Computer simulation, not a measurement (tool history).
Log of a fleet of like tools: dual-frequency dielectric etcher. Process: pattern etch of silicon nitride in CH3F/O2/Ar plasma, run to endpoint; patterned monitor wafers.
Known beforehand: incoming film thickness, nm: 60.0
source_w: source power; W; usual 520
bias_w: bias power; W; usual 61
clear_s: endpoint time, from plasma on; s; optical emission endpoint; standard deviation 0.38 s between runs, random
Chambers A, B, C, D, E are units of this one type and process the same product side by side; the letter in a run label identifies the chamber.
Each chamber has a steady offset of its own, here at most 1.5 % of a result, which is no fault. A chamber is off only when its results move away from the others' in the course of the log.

run 1E hour=5.7 | source_w=520 bias_w=61 | clear_s=81.899
run 2B hour=13 | source_w=520 bias_w=61 | clear_s=83.028
run 3D hour=18 | source_w=520 bias_w=61 | clear_s=82.009
-- hour=23.3 chamber E: wet clean of the chamber
run 4C hour=25.4 | source_w=520 bias_w=61 | clear_s=82.473
run 5A hour=30.6 | source_w=520 bias_w=61 | clear_s=83.555
run 6D hour=37.6 | source_w=520 bias_w=61 | clear_s=82.435
-- hour=38.3 chamber B: wet clean of the chamber
run 7E hour=44.3 | source_w=520 bias_w=61 | clear_s=82.1
run 8B hour=51.4 | source_w=430 bias_w=73 | clear_s=84.025
run 9A hour=57.2 | source_w=430 bias_w=73 | clear_s=84.476
run 10C hour=66.3 | source_w=430 bias_w=73 | clear_s=83.346
run 11E hour=75.4 | source_w=430 bias_w=73 | clear_s=83.811
run 12C hour=82.2 | source_w=430 bias_w=73 | clear_s=82.751
run 13B hour=89.7 | source_w=520 bias_w=61 | clear_s=83.334
run 14A hour=97.8 | source_w=610 bias_w=50 | clear_s=82.876
run 15D hour=108.3 | source_w=610 bias_w=50 | clear_s=82.074
run 16B hour=114.7 | source_w=610 bias_w=50 | clear_s=83.735
run 17E hour=120.9 | source_w=610 bias_w=50 | clear_s=81.827
run 18C hour=129 | source_w=610 bias_w=50 | clear_s=81.9
run 19D hour=136 | source_w=520 bias_w=61 | clear_s=82.389
run 20A hour=143.9 | source_w=520 bias_w=61 | clear_s=83.301
run 21D hour=154.7 | source_w=520 bias_w=61 | clear_s=82.113
run 22B hour=162.4 | source_w=520 bias_w=61 | clear_s=81.96
run 23E hour=172.1 | source_w=520 bias_w=61 | clear_s=81.903
run 24A hour=182.3 | source_w=520 bias_w=61 | clear_s=82.471
run 25C hour=192.4 | source_w=630 bias_w=54 | clear_s=78.853
run 26A hour=202.3 | source_w=630 bias_w=54 | clear_s=80.396
run 27D hour=209.8 | source_w=630 bias_w=54 | clear_s=78.629
run 28E hour=215.1 | source_w=630 bias_w=54 | clear_s=78.993
run 29B hour=222.4 | source_w=630 bias_w=54 | clear_s=79.763
run 30C hour=230.3 | source_w=520 bias_w=61 | clear_s=81.929
run 31D hour=241.2 | source_w=520 bias_w=61 | clear_s=82.982

What goes on in this fleet: one chamber off, a drifting gauge, or nothing beyond the chambers' own small offsets? Name the chamber and the cause, if any.

No chamber stands off beyond its own small offset, and the gauge holds steady.
